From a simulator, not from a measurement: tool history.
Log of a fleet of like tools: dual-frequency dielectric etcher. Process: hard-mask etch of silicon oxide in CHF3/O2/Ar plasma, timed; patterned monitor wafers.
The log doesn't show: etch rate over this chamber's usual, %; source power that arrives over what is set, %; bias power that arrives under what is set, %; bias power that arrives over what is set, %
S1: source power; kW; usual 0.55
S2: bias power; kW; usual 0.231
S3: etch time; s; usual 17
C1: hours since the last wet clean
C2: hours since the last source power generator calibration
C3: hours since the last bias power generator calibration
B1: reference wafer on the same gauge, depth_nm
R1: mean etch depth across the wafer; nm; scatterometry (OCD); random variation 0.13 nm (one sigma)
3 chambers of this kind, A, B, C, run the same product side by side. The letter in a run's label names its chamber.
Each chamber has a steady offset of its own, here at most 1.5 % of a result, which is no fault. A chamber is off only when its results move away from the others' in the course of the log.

Run 1A, day 0.292: usual settings; C1 361.8; C2 4070.1; C3 3790.3; B1 35.602. Result: R1 35.037 nm.
Run 2C, day 0.654: usual settings; C1 421; C2 2152.1; C3 1618.9; B1 35.605. Result: R1 36.172 nm.
Run 3B, day 1.1: usual settings; C1 189.8; C2 170.2; C3 660; B1 35.594. Result: R1 35.554 nm.
Run 4C, day 1.533: usual settings; C1 442.1; C2 2173.2; C3 1640; B1 35.609. Result: R1 35.786 nm.
Run 5A, day 1.917: usual settings but S3 20.5 s; C1 400.8; C2 4109.1; C3 3829.3; B1 35.631. Result: R1 42.125 nm.
Run 6B, day 2.362: usual settings but S3 20.5 s; C1 220.1; C2 200.5; C3 690.3; B1 35.6. Result: R1 43.071 nm.
Run 7A, day 2.758: usual settings but S3 20.5 s; C1 421; C2 4129.3; C3 3849.5; B1 35.627. Result: R1 42.245 nm.
Run 8C, day 3.162: usual settings; C1 481.2; C2 2212.3; C3 1679.1; B1 35.632. Result: R1 35.804 nm.
Run 9B, day 3.571: usual settings; C1 249.1; C2 229.5; C3 719.3; B1 35.586. Result: R1 35.908 nm.
Run 10C, day 3.888: usual settings; C1 498.6; C2 2229.7; C3 1696.5; B1 35.587. Result: R1 35.732 nm.
Run 11A, day 4.212: usual settings; C1 455.9; C2 4164.2; C3 3884.4; B1 35.598. Result: R1 35.26 nm.
Run 12B, day 4.6: usual settings; C1 273.8; C2 254.2; C3 744; B1 35.633. Result: R1 35.948 nm.
Run 13B, day 4.917: usual settings; C1 281.4; C2 261.8; C3 751.6; B1 35.591. Result: R1 35.903 nm.
Run 14C, day 5.333: usual settings; C1 533.3; C2 2264.4; C3 1731.2; B1 35.617. Result: R1 35.978 nm.
At day 5.375: chamber C: wet clean of the chamber.
Run 15A, day 5.608: usual settings; C1 489.4; C2 4197.7; C3 3917.9; B1 35.58. Result: R1 35.015 nm.
Run 16B, day 6.067: usual settings; C1 309; C2 289.4; C3 779.2; B1 35.594. Result: R1 35.771 nm.
Run 17A, day 6.417: usual settings; C1 508.8; C2 4217.1; C3 3937.3; B1 35.62. Result: R1 35.055 nm.
Run 18C, day 6.8: usual settings but S2 0.2 kW, S3 13.5 s; C1 34.2; C2 2299.6; C3 1766.4; B1 35.576. Result: R1 28.06 nm.
Run 19C, day 7.092: usual settings but S2 0.2 kW, S3 13.5 s; C1 41.2; C2 2306.6; C3 1773.4; B1 35.632. Result: R1 28.041 nm.
Run 20B, day 7.412: usual settings but S2 0.2 kW, S3 13.5 s; C1 341.3; C2 321.7; C3 811.5; B1 35.581. Result: R1 26.996 nm.
Run 21A, day 7.696: usual settings; C1 539.5; C2 4247.8; C3 3968; B1 35.599. Result: R1 34.895 nm.
Run 22A, day 8.129: usual settings; C1 549.9; C2 4258.2; C3 3978.4; B1 35.612. Result: R1 35.345 nm.
Run 23B, day 8.421: usual settings; C1 365.5; C2 345.9; C3 835.7; B1 35.651. Result: R1 35.71 nm.
Run 24C, day 8.846: usual settings but S1 0.67 kW, S3 21 s; C1 83.3; C2 2348.7; C3 1815.5; B1 35.57. Result: R1 49.225 nm.
Run 25B, day 9.162: usual settings but S1 0.67 kW, S3 21 s; C1 383.3; C2 363.7; C3 853.5; B1 35.57. Result: R1 47.587 nm.
Run 26A, day 9.608: usual settings but S1 0.67 kW, S3 21 s; C1 585.4; C2 4293.7; C3 4013.9; B1 35.613. Result: R1 46.906 nm.

All 3 chambers run these settings next. Forecast each chamber's results:
Run 27A, day 9.938: usual settings. Result: R1 ?.
Run 27B, day 9.938: usual settings. Result: R1 ?.
Run 27C, day 9.938: usual settings. Result: R1 ?.

run      R1
27A  35.123
27B  35.766
27C   37.04

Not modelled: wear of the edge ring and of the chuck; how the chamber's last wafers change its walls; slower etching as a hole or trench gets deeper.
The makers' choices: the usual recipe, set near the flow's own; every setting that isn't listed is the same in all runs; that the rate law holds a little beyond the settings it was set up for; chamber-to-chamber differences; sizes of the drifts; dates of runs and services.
